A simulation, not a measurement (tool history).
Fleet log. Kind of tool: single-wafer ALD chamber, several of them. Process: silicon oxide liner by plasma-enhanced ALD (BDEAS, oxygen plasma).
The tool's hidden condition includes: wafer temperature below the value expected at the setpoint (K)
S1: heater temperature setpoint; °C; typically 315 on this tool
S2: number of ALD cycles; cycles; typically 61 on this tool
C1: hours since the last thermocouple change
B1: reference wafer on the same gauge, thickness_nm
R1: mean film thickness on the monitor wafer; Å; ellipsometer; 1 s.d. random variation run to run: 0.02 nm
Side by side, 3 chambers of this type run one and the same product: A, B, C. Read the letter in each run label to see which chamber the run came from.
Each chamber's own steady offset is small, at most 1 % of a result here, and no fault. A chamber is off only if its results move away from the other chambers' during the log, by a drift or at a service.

Run 1A, hour 5.7: usual settings; C1 173.9; B1 6.2033. Result: R1 55.381 Å.
Run 2B, hour 9: usual settings; C1 856; B1 6.1946. Result: R1 55.701 Å.
Run 3C, hour 11.5: usual settings; C1 2226.4; B1 6.2056. Result: R1 55.067 Å.
Run 4B, hour 16.2: usual settings; C1 863.2; B1 6.205. Result: R1 55.563 Å.
Run 5A, hour 19.1: usual settings; C1 187.3; B1 6.1943. Result: R1 55.216 Å.
Run 6C, hour 22.5: usual settings; C1 2237.4; B1 6.1968. Result: R1 55.17 Å.
Run 7B, hour 25.3: usual settings; C1 872.3; B1 6.2016. Result: R1 55.939 Å.
Run 8A, hour 30.9: usual settings; C1 199.1; B1 6.2048. Result: R1 55.024 Å.
Run 9C, hour 35.4: usual settings; C1 2250.3; B1 6.1993. Result: R1 54.975 Å.
Run 10C, hour 40.2: usual settings; C1 2255.1; B1 6.2046. Result: R1 55.534 Å.
Run 11A, hour 44: usual settings; C1 212.2; B1 6.197. Result: R1 55.182 Å.
Run 12B, hour 49.7: usual settings; C1 896.7; B1 6.1957. Result: R1 55.764 Å.
Run 13B, hour 54.6: usual settings; C1 901.6; B1 6.2029. Result: R1 55.743 Å.
Run 14C, hour 57.9: usual settings; C1 2272.8; B1 6.1988. Result: R1 55.059 Å.
Run 15A, hour 61.9: usual settings; C1 230.1; B1 6.1967. Result: R1 55.309 Å.
Run 16C, hour 67.4: usual settings; C1 2282.3; B1 6.1956. Result: R1 55.179 Å.
Run 17A, hour 71.9: usual settings; C1 240.1; B1 6.1985. Result: R1 55.65 Å.
Run 18B, hour 75.1: usual settings; C1 922.1; B1 6.2006. Result: R1 55.919 Å.
Run 19C, hour 79.8: usual settings; C1 2294.7; B1 6.1986. Result: R1 55.66 Å.
Run 20B, hour 83.7: usual settings but S1 303 °C; C1 930.7; B1 6.2043. Result: R1 56.799 Å.
Run 21A, hour 88.4: usual settings but S1 303 °C; C1 256.6; B1 6.2044. Result: R1 56.361 Å.
Run 22B, hour 94.3: usual settings but S1 303 °C; C1 941.3; B1 6.2036. Result: R1 56.572 Å.
Run 23A, hour 99.9: usual settings; C1 268.1; B1 6.1996. Result: R1 55.266 Å.
Run 24C, hour 103.9: usual settings; C1 2318.8; B1 6.1976. Result: R1 55.094 Å.
Run 25A, hour 108: usual settings; C1 276.2; B1 6.2002. Result: R1 55.317 Å.
Run 26C, hour 112: usual settings but S1 310 °C, S2 67 cycles; C1 2326.9; B1 6.2001. Result: R1 61.427 Å.
Run 27B, hour 116.7: usual settings but S1 310 °C, S2 67 cycles; C1 963.7; B1 6.1976. Result: R1 61.593 Å.
Run 28B, hour 120.5: usual settings but S1 310 °C, S2 67 cycles; C1 967.5; B1 6.1972. Result: R1 61.746 Å.
Run 29A, hour 125.3: usual settings; C1 293.5; B1 6.1978. Result: R1 55.299 Å.
Run 30C, hour 129.1: usual settings; C1 2344; B1 6.1968. Result: R1 55.311 Å.
Run 31C, hour 133: usual settings; C1 2347.9; B1 6.1967. Result: R1 55.141 Å.

One chamber off, gauge drift, or nothing amiss beyond the chambers' own small offsets? If it is a chamber, which one, and what is the likeliest cause?

No chamber is off and the gauge is stable; the differences are just each chamber's small, constant offset.
